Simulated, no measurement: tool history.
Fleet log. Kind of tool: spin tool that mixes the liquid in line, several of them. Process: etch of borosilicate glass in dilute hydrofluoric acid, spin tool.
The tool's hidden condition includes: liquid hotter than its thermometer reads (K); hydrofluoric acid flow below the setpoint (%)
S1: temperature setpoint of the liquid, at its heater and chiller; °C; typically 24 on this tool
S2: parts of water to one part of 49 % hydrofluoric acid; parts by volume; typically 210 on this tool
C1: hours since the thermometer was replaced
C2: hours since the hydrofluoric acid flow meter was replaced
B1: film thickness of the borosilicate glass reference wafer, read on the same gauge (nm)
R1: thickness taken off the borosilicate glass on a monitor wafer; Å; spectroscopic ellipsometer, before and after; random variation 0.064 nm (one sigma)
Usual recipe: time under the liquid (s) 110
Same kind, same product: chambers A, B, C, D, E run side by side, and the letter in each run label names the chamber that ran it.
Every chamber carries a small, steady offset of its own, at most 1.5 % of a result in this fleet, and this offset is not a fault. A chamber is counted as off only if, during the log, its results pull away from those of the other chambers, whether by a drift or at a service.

Run 1C, hour 8.3: usual settings; C1 245.4; C2 552.4; B1 69.982. Result: R1 102.68 Å.
Run 2D, hour 16: usual settings; C1 1008.3; C2 112.9; B1 70.002. Result: R1 102.05 Å.
Run 3E, hour 23.1: usual settings; C1 167.8; C2 69.2; B1 69.996. Result: R1 100.13 Å.
Run 4B, hour 34.4: usual settings; C1 814.1; C2 364; B1 69.993. Result: R1 100.66 Å.
Run 5A, hour 44.2: usual settings; C1 1501.1; C2 700.1; B1 69.998. Result: R1 101.14 Å.
Run 6D, hour 53.9: usual settings; C1 1046.2; C2 150.8; B1 69.993. Result: R1 100.65 Å.
Run 7B, hour 62.8: usual settings but S2 130 parts by volume; C1 842.5; C2 392.4; B1 70.001. Result: R1 180.84 Å.
Run 8A, hour 69.2: usual settings but S2 130 parts by volume; C1 1526.1; C2 725.1; B1 69.99. Result: R1 178.5 Å.
Run 9E, hour 77.2: usual settings but S2 130 parts by volume; C1 221.9; C2 123.3; B1 69.998. Result: R1 180.91 Å.
Run 10C, hour 83.2: usual settings but S2 130 parts by volume; C1 320.3; C2 627.3; B1 70.011. Result: R1 183.61 Å.
Run 11B, hour 92.7: usual settings but S2 130 parts by volume; C1 872.4; C2 422.3; B1 70.014. Result: R1 178.45 Å.
Run 12D, hour 102.8: usual settings; C1 1095.1; C2 199.7; B1 70.026. Result: R1 102.42 Å.
Run 13E, hour 111: usual settings but S2 150 parts by volume, time under the liquid (s) 160; C1 255.7; C2 157.1; B1 70.01. Result: R1 222.38 Å.
Run 14A, hour 117.7: usual settings but S2 150 parts by volume, time under the liquid (s) 160; C1 1574.6; C2 773.6; B1 69.978. Result: R1 223.41 Å.
Run 15C, hour 127.7: usual settings but S2 150 parts by volume, time under the liquid (s) 160; C1 364.8; C2 671.8; B1 69.992. Result: R1 222.7 Å.
Run 16E, hour 139: usual settings but S2 150 parts by volume, time under the liquid (s) 160; C1 283.7; C2 185.1; B1 69.981. Result: R1 222.18 Å.
Run 17C, hour 144.4: usual settings but S2 150 parts by volume, time under the liquid (s) 160; C1 381.5; C2 688.5; B1 69.994. Result: R1 223.42 Å.
Run 18A, hour 153.7: usual settings; C1 1610.6; C2 809.6; B1 69.988. Result: R1 101 Å.
Run 19B, hour 165.4: usual settings; C1 945.1; C2 495; B1 70.003. Result: R1 101.45 Å.
At hour 168.2: chamber B: thermometer replaced.
Run 20D, hour 174.3: usual settings; C1 1166.6; C2 271.2; B1 69.99. Result: R1 104.35 Å.
Run 21B, hour 180.9: usual settings; C1 12.7; C2 510.5; B1 70.004. Result: R1 100.85 Å.
Run 22C, hour 187.2: usual settings; C1 424.3; C2 731.3; B1 69.994. Result: R1 102.04 Å.
Run 23A, hour 198.5: usual settings but S2 135 parts by volume, time under the liquid (s) 85; C1 1655.4; C2 854.4; B1 69.991. Result: R1 133.19 Å.
Run 24D, hour 206.9: usual settings but S2 135 parts by volume, time under the liquid (s) 85; C1 1199.2; C2 303.8; B1 69.994. Result: R1 137.76 Å.
Run 25E, hour 212.5: usual settings but S2 135 parts by volume, time under the liquid (s) 85; C1 357.2; C2 258.6; B1 70.022. Result: R1 133.51 Å.
Run 26B, hour 220.4: usual settings but S2 135 parts by volume, time under the liquid (s) 85; C1 52.2; C2 550; B1 69.978. Result: R1 133.78 Å.
Run 27D, hour 230.5: usual settings but S2 135 parts by volume, time under the liquid (s) 85; C1 1222.8; C2 327.4; B1 70.006. Result: R1 137.78 Å.
Run 28E, hour 241.4: usual settings; C1 386.1; C2 287.5; B1 70.01. Result: R1 101.13 Å.
Run 29C, hour 251.9: usual settings; C1 489; C2 796; B1 70.007. Result: R1 102.28 Å.
Run 30A, hour 261.5: usual settings; C1 1718.4; C2 917.4; B1 70.028. Result: R1 102.19 Å.
Run 31B, hour 268.3: usual settings; C1 100.1; C2 597.9; B1 69.996. Result: R1 101.38 Å.
Run 32C, hour 280.4: usual settings; C1 517.5; C2 824.5; B1 69.993. Result: R1 101.7 Å.
Run 33D, hour 289.6: usual settings but S1 27 °C, time under the liquid (s) 150; C1 1281.9; C2 386.5; B1 69.986. Result: R1 160.94 Å.
Run 34A, hour 295.1: usual settings but S1 27 °C, time under the liquid (s) 150; C1 1752; C2 951; B1 70.016. Result: R1 155.85 Å.
At hour 299.7: chamber E: thermometer replaced.
Run 35E, hour 303.1: usual settings but S1 27 °C, time under the liquid (s) 150; C1 3.4; C2 349.2; B1 69.983. Result: R1 154.95 Å.
Run 36A, hour 310: usual settings but S1 27 °C, time under the liquid (s) 150; C1 1766.9; C2 965.9; B1 70.011. Result: R1 155.35 Å.
Run 37B, hour 318: usual settings but S1 27 °C, time under the liquid (s) 150; C1 149.8; C2 647.6; B1 70.008. Result: R1 153.54 Å.
Run 38C, hour 324.6: usual settings; C1 561.7; C2 868.7; B1 69.983. Result: R1 101.17 Å.
Run 39E, hour 330.8: usual settings; C1 31.1; C2 376.9; B1 69.971. Result: R1 101.27 Å.
Run 40D, hour 339.5: usual settings; C1 1331.8; C2 436.4; B1 69.982. Result: R1 108.13 Å.
Run 41D, hour 349.3: usual settings but S1 28 °C, time under the liquid (s) 50; C1 1341.6; C2 446.2; B1 70.03. Result: R1 56.62 Å.
Run 42C, hour 358.6: usual settings but S1 28 °C, time under the liquid (s) 50; C1 595.7; C2 902.7; B1 70.003. Result: R1 53.523 Å.
Run 43B, hour 365.7: usual settings but S1 28 °C, time under the liquid (s) 50; C1 197.5; C2 695.3; B1 69.979. Result: R1 53.093 Å.

Does one chamber stand apart from the rest, does the shared gauge drift, or is all well apart from small per-chamber offsets? Give the chamber and the most likely cause, where there is one.

Little by little, chamber D moves away from the other chambers.
Likeliest cause: liquid hotter than its thermometer reads (K) = 1.97.
It could be hard to tell apart here from: hydrofluoric acid flow above the setpoint (%).

Here are 4 candidates for chamber D's next run, each the usual settings with a change, their results left as question marks. Which one brings its results back in line with what the others give on the usual settings?
Maximum distance from the other chambers' mean on the usual settings for a result to count as in line: R1 2.2 Å
Run 44D-1, hour 374.4: usual settings but time under the liquid (s) 125. Result: R1 ?.
Run 44D-2, hour 374.4: usual settings but S2 230 parts by volume. Result: R1 ?.
Run 44D-3, hour 374.4: usual settings but S2 205 parts by volume, time under the liquid (s) 115. Result: R1 ?.
Run 44D-4, hour 374.4: usual settings but S2 215 parts by volume, time under the liquid (s) 105. Result: R1 ?.

Average result of the remaining chambers running the usual settings: R1 101.43 Å
  run      R1
44D-1  124.65
44D-2  97.948
44D-3  118.14
44D-4   101.7
44D-4 brings the chamber back in line.

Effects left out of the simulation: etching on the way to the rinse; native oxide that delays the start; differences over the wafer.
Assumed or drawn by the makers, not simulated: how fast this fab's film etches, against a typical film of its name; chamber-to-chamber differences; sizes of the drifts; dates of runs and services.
